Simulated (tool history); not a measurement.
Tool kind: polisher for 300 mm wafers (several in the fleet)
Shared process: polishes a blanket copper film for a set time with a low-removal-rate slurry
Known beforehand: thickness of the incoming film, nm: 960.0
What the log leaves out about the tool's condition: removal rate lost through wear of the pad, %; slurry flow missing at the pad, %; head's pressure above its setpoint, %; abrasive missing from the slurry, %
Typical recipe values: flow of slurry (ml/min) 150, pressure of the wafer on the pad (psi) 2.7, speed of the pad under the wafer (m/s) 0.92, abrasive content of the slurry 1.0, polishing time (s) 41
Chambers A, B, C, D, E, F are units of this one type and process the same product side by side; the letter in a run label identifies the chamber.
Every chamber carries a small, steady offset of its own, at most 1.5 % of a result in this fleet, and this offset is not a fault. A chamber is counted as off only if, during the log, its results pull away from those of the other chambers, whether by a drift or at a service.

run,hour,flow of slurry (ml/min),pressure of the wafer on the pad (psi),speed of the pad under the wafer (m/s),abrasive content of the slurry,polishing time (s),wafers polished on this pad,hours since the slurry nozzle was cleaned,hours since the head pressure was calibrated,hours since the slurry blender was calibrated,film removed (Å)
# hour 5.4: chamber E: slurry blender recalibrated
1B,8.7,150,2.7,0.92,1.0,41,89,413.7,526.7,51.2,1056.10
2E,20.7,150,2.7,0.92,1.0,41,1073,296.7,921.9,15.3,1076.00
# hour 27.5: chamber A: worn pad replaced by a new one
3A,32.1,150,2.7,0.92,1.0,41,41,93.4,947.0,294.4,1035.60
# hour 36.6: chamber D: slurry nozzle cleaned
# hour 39.0: chamber F: slurry blender recalibrated
4D,42.1,150,2.7,0.92,1.0,41,1008,5.6,91.5,255.2,1047.30
# hour 43.9: chamber C: worn pad replaced by a new one
# hour 44.7: chamber D: worn pad replaced by a new one
# hour 45.1: chamber E: worn pad replaced by a new one
5C,50.2,150,2.7,0.92,1.0,52,57,359.5,528.6,79.0,1336.40
6F,66.5,150,2.7,0.92,1.0,52,909,168.2,632.4,27.5,1330.20
7F,81.7,150,2.7,0.92,1.0,52,1047,183.4,647.6,42.7,1316.00
8D,96.1,150,2.7,0.92,1.0,52,467,59.6,145.5,309.2,1292.80
# hour 98.2: chamber F: worn pad replaced by a new one
# hour 104.7: chamber B: slurry nozzle cleaned
# hour 108.0: chamber B: worn pad replaced by a new one
9A,111.0,150,2.7,0.92,1.0,52,760,172.3,1025.9,373.3,1308.00
# hour 117.8: chamber D: slurry blender recalibrated
10E,122.9,150,2.7,0.92,1.0,52,708,398.9,1024.1,117.5,1346.60
# hour 126.2: chamber B: head pressure recalibrated
11C,131.5,150,2.7,0.92,1.0,41,797,440.8,609.9,160.3,1041.50
12B,141.4,150,2.7,0.92,1.0,41,304,36.7,15.3,183.9,1052.50
# hour 145.1: chamber A: worn pad replaced by a new one
# hour 146.7: chamber D: worn pad replaced by a new one
13D,150.4,150,2.7,0.92,1.0,37,34,113.9,199.8,32.7,945.64
# hour 157.1: chamber A: slurry blender recalibrated
14C,161.1,150,2.7,0.92,1.0,37,1066,470.4,639.5,189.9,942.03
15E,173.7,150,2.7,0.92,1.0,37,1170,449.7,1074.9,168.3,951.00
16F,186.9,150,2.7,0.92,1.0,37,807,288.6,752.8,147.9,948.16
# hour 187.3: chamber C: worn pad replaced by a new one
# hour 196.2: chamber E: worn pad replaced by a new one
17B,198.6,150,2.7,0.92,1.0,37,824,93.9,72.5,241.1,955.86
# hour 209.0: chamber B: worn pad replaced by a new one
18A,214.7,150,2.7,0.92,1.0,37,633,276.0,1129.6,57.7,924.51
# hour 221.0: chamber F: worn pad replaced by a new one
# hour 221.8: chamber A: head pressure recalibrated
19B,222.4,165,2.7,0.92,1.0,41,121,117.7,96.3,264.9,1056.90
# hour 234.3: chamber E: slurry blender recalibrated
20E,238.3,165,2.7,0.92,1.0,41,383,514.3,1139.5,4.1,1071.50
# hour 248.5: chamber D: worn pad replaced by a new one
21D,248.8,165,2.7,0.92,1.0,41,2,212.3,298.2,131.1,1073.70
22C,262.5,165,2.7,0.92,1.0,41,684,571.8,740.9,291.3,1053.60
23F,276.7,165,2.7,0.92,1.0,41,507,378.4,842.6,237.7,1059.90
# hour 280.4: chamber F: slurry blender recalibrated
# hour 282.0: chamber A: worn pad replaced by a new one
24A,287.9,165,2.7,0.92,1.0,41,54,349.2,66.1,130.9,1042.30
# hour 295.5: chamber D: slurry nozzle cleaned
25F,295.9,150,2.7,0.92,1.0,41,681,397.6,861.8,15.6,1060.90
# hour 297.9: chamber B: worn pad replaced by a new one
26E,305.4,150,2.7,0.92,1.0,41,994,581.4,1206.6,71.2,1081.10
27D,318.1,150,2.7,0.92,1.0,41,633,22.7,367.5,200.4,1038.00
# hour 323.7: chamber C: worn pad replaced by a new one
28A,331.7,150,2.7,0.92,1.0,41,452,393.0,109.9,174.7,1044.50
# hour 341.3: chamber E: worn pad replaced by a new one
29C,347.0,150,2.7,0.92,1.0,41,212,656.3,825.4,375.8,1041.40
# hour 348.2: chamber B: slurry blender recalibrated
# hour 349.0: chamber F: worn pad replaced by a new one
30B,354.8,150,2.7,0.92,1.0,41,518,250.1,228.7,6.6,1061.10
31A,363.1,150,2.7,0.92,1.0,41,738,424.4,141.3,206.1,1038.90
# hour 366.8: chamber D: worn pad replaced by a new one
# hour 368.3: chamber C: slurry blender recalibrated
# hour 374.8: chamber F: head pressure recalibrated
32C,377.7,150,3.1,0.92,0.8,41,492,687.0,856.1,9.5,1152.20
33E,384.9,150,3.1,0.92,0.8,41,397,660.9,1286.1,150.7,1169.40
34F,397.9,150,3.1,0.92,0.8,41,445,499.6,23.1,117.6,1107.00
# hour 404.1: chamber D: head pressure recalibrated
# hour 407.7: chamber B: worn pad replaced by a new one
35B,413.7,150,3.1,0.92,0.8,41,55,309.0,287.6,65.5,1149.70
# hour 414.0: chamber A: worn pad replaced by a new one
# hour 418.7: chamber E: head pressure recalibrated
# hour 420.0: chamber E: slurry nozzle cleaned
# hour 424.2: chamber D: slurry blender recalibrated
36D,429.6,150,3.1,0.92,0.8,41,572,134.2,25.5,5.5,1132.60
# hour 436.2: chamber C: worn pad replaced by a new one
# hour 438.7: chamber C: slurry nozzle cleaned
37F,439.3,150,3.1,0.92,0.8,41,821,541.0,64.5,159.0,1064.40
# hour 448.5: chamber E: slurry blender recalibrated
38A,451.8,150,2.7,0.92,0.9,41,344,513.1,230.0,294.8,985.31
39C,460.1,150,2.7,0.92,0.9,41,217,21.5,938.5,91.9,1013.20
40E,474.2,150,2.7,0.92,0.9,41,1209,54.2,55.5,25.8,1016.30
# hour 481.5: chamber D: worn pad replaced by a new one
41D,483.1,150,2.7,0.92,0.9,41,14,187.7,79.0,59.0,1014.30
# hour 497.9: chamber E: worn pad replaced by a new one
42B,499.4,150,2.7,0.92,0.9,41,835,394.7,373.3,151.2,1033.10
43E,515.5,150,2.7,0.92,0.9,41,160,95.5,96.8,67.1,1025.00

One chamber off, gauge drift, or nothing amiss beyond the chambers' own small offsets? If it is a chamber, which one, and what is the likeliest cause?

It is chamber F that slowly wanders off from its peers.
What lies behind it: slurry flow missing at the pad, % = 34.3.

Below are 4 candidate recipes for chamber F's next run, each the usual settings with a change, their results shown as question marks. Which of them brings F's results back in line with what the other chambers give on the usual settings?
Maximum distance from the other chambers' mean on the usual settings for a result to count as in line: film removed (Å) 40.00
44F-1,527.2,150,2.6,0.90,1.0,40,,,,,?
44F-2,527.2,150,2.6,0.86,1.0,39,,,,,?
44F-3,527.2,150,2.9,0.92,1.0,41,,,,,?
44F-4,527.2,150,2.7,0.92,1.0,48,,,,,?

What the other chambers average on the usual settings: film removed (Å) 1045.70
run,film removed (Å)
44F-1,875.65
44F-2,816.12
44F-3,1023.80
44F-4,1115.50
44F-3 brings the chamber back in line.

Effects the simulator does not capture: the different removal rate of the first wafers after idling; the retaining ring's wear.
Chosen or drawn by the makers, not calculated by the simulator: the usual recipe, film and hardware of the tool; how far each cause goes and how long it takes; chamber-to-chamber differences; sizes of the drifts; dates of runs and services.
